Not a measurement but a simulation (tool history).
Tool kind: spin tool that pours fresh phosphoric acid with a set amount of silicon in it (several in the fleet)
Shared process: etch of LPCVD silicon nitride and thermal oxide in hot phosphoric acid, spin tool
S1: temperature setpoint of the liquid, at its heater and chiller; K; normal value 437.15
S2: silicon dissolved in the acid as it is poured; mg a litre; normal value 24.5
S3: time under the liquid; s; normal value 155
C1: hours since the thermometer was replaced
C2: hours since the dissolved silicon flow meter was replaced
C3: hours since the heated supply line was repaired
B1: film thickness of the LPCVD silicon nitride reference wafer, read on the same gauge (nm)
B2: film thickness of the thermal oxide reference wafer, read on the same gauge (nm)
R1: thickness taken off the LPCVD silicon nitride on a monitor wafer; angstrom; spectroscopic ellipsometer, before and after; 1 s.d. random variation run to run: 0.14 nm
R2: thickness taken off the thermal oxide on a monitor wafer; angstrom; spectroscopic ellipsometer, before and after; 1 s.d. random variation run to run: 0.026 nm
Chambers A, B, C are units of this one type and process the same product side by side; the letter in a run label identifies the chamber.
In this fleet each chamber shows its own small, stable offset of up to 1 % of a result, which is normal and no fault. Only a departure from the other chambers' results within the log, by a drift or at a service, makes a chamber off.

run	hour	S1	S2	S3	C1	C2	C3	B1	B2	R1	R2
1A	11.7	437.15	24.5	155	1037.9	542.4	2519.7	110.04	80.012	158.48	3.2481
2C	25.4	437.15	24.5	155	1567.1	829.9	1703.4	109.98	80.005	157.88	3.3240
3B	31.6	437.15	24.5	155	653.8	780.4	520.7	109.98	79.998	159.46	3.1739
4A	41.5	437.15	24.5	155	1067.7	572.2	2549.5	110.02	79.988	156.56	3.4658
5C	48.1	437.15	24.5	155	1589.8	852.6	1726.1	110.02	79.980	158.92	2.9902
6B	59.8	437.15	24.5	155	682.0	808.6	548.9	110.02	80.005	159.76	3.3638
7A	72.5	437.15	35.0	155	1098.7	603.2	2580.5	110.02	80.004	155.88	2.1566
8C	85.5	437.15	35.0	155	1627.2	890.0	1763.5	109.99	79.931	157.12	2.1529
9B	98.2	437.15	35.0	155	720.4	847.0	587.3	110.00	80.021	157.35	2.2506
10A	108.8	437.15	24.5	155	1135.0	639.5	2616.8	110.00	80.007	155.22	3.2728
11B	118.4	437.15	24.5	155	740.6	867.2	607.5	110.01	79.980	159.94	3.0849
12C	129.2	437.15	24.5	155	1670.9	933.7	1807.2	110.01	79.978	160.82	2.9690
13B	141.7	437.15	24.5	155	763.9	890.5	630.8	109.98	79.977	159.72	3.2240
# hour 142.9: chamber A: dissolved silicon flow meter replaced
14C	152.0	437.15	24.5	155	1693.7	956.5	1830.0	109.97	80.008	160.06	3.1106
15A	163.4	437.15	24.5	155	1189.6	20.6	2671.4	110.00	80.001	149.90	2.9210
16A	171.3	437.15	24.5	155	1197.5	28.5	2679.3	110.02	79.964	150.99	3.0099
17B	182.2	437.15	24.5	155	804.4	931.0	671.3	109.99	80.033	160.31	2.9855
18C	195.1	435.65	24.5	155	1736.8	999.6	1873.1	110.01	80.009	152.39	2.6046
19A	204.7	435.65	24.5	155	1230.9	61.9	2712.7	109.98	80.044	139.97	2.2557
20B	214.7	435.65	24.5	155	836.9	963.5	703.8	110.00	80.000	151.37	2.7835
21C	228.4	437.15	24.5	155	1770.1	1032.9	1906.4	110.03	79.990	159.17	2.8135
22C	235.6	438.15	18.0	155	1777.3	1040.1	1913.6	110.00	80.011	164.38	3.7157
23A	248.6	438.15	18.0	155	1274.8	105.8	2756.6	110.02	80.006	148.50	3.4755
24B	256.9	438.15	18.0	155	879.1	1005.7	746.0	110.01	79.979	164.90	3.9467
25A	267.8	437.15	24.5	155	1294.0	125.0	2775.8	110.01	80.044	138.44	2.3952

Next, all 3 chambers run the settings below, one line each with question marks for the results. What does each chamber give?
26A	277.8	437.15	24.5	155						?	?
26B	277.8	437.15	24.5	155						?	?
26C	277.8	437.15	24.5	155						?	?

run	R1	R2
26A	139.33	2.3142
26B	159.65	2.9391
26C	159.01	2.9736

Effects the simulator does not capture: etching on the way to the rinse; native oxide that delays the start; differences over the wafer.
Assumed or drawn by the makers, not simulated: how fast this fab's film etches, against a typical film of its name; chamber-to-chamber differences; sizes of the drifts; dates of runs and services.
